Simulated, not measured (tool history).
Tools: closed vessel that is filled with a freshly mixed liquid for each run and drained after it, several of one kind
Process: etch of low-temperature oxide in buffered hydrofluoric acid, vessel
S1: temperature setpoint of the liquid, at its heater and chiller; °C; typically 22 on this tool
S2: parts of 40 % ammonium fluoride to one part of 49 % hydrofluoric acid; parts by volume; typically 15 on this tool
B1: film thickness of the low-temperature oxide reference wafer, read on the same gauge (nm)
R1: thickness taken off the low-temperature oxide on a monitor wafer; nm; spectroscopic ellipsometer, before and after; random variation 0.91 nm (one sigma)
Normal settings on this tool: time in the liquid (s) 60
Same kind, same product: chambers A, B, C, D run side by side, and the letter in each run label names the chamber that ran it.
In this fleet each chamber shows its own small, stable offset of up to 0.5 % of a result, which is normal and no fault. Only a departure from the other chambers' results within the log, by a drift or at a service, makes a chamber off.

run 1C hour=7.9 | S1=22 S2=15 time_in_the_liquid_(s)=60 | B1=80.038 | R1=100.46
run 2A hour=14.9 | S1=22 S2=15 time_in_the_liquid_(s)=60 | B1=79.993 | R1=100.07
run 3D hour=20.6 | S1=22 S2=15 time_in_the_liquid_(s)=60 | B1=79.988 | R1=99.871
run 4B hour=26.6 | S1=22 S2=15 time_in_the_liquid_(s)=60 | B1=79.998 | R1=98.851
run 5A hour=34 | S1=19.5 S2=20 time_in_the_liquid_(s)=60 | B1=79.999 | R1=65.275
run 6B hour=39.6 | S1=19.5 S2=20 time_in_the_liquid_(s)=60 | B1=79.988 | R1=66.004
run 7C hour=47.7 | S1=19.5 S2=20 time_in_the_liquid_(s)=60 | B1=79.995 | R1=65.452
-- hour=48.6 chamber A: thermometer replaced
run 8D hour=56.2 | S1=19.5 S2=20 time_in_the_liquid_(s)=60 | B1=79.99 | R1=65.751
run 9D hour=62 | S1=22 S2=15 time_in_the_liquid_(s)=60 | B1=80.001 | R1=98.912
run 10B hour=66.9 | S1=22 S2=15 time_in_the_liquid_(s)=60 | B1=80.004 | R1=100.18
run 11A hour=75 | S1=22 S2=15 time_in_the_liquid_(s)=60 | B1=80.027 | R1=97.442
run 12C hour=82.5 | S1=22 S2=15 time_in_the_liquid_(s)=30 | B1=80.014 | R1=49.524
run 13A hour=88.6 | S1=22 S2=15 time_in_the_liquid_(s)=30 | B1=80.037 | R1=49.225
run 14C hour=97.9 | S1=22 S2=15 time_in_the_liquid_(s)=30 | B1=79.977 | R1=49.286
run 15B hour=103.2 | S1=22 S2=15 time_in_the_liquid_(s)=30 | B1=79.97 | R1=49.794
run 16D hour=112.5 | S1=22 S2=15 time_in_the_liquid_(s)=60 | B1=80.008 | R1=99.516
run 17D hour=123 | S1=22 S2=15 time_in_the_liquid_(s)=60 | B1=79.982 | R1=98.263
run 18B hour=130.4 | S1=26 S2=18 time_in_the_liquid_(s)=60 | B1=80.012 | R1=102.55
run 19C hour=138.3 | S1=26 S2=18 time_in_the_liquid_(s)=60 | B1=79.999 | R1=103.29
run 20A hour=147.5 | S1=26 S2=18 time_in_the_liquid_(s)=60 | B1=79.971 | R1=103.34
run 21D hour=158.2 | S1=26 S2=18 time_in_the_liquid_(s)=60 | B1=80.003 | R1=103.63
run 22A hour=167 | S1=22 S2=15 time_in_the_liquid_(s)=60 | B1=79.988 | R1=99.26
run 23C hour=171.6 | S1=22 S2=15 time_in_the_liquid_(s)=60 | B1=80.019 | R1=99.438
run 24B hour=179.2 | S1=22 S2=15 time_in_the_liquid_(s)=60 | B1=79.968 | R1=99.435
run 25C hour=189.4 | S1=22 S2=12 time_in_the_liquid_(s)=50 | B1=80.016 | R1=102.97
run 26B hour=194.2 | S1=22 S2=12 time_in_the_liquid_(s)=50 | B1=79.994 | R1=102.38

All 4 chambers run these settings next. Forecast each chamber's results:
run 27A hour=201.9 | S1=25 S2=15 time_in_the_liquid_(s)=60 | R1=?
run 27B hour=201.9 | S1=25 S2=15 time_in_the_liquid_(s)=60 | R1=?
run 27C hour=201.9 | S1=25 S2=15 time_in_the_liquid_(s)=60 | R1=?
run 27D hour=201.9 | S1=25 S2=15 time_in_the_liquid_(s)=60 | R1=?

run=27A R1=115.25
run=27B R1=116.38
run=27C R1=116.79
run=27D R1=117.81
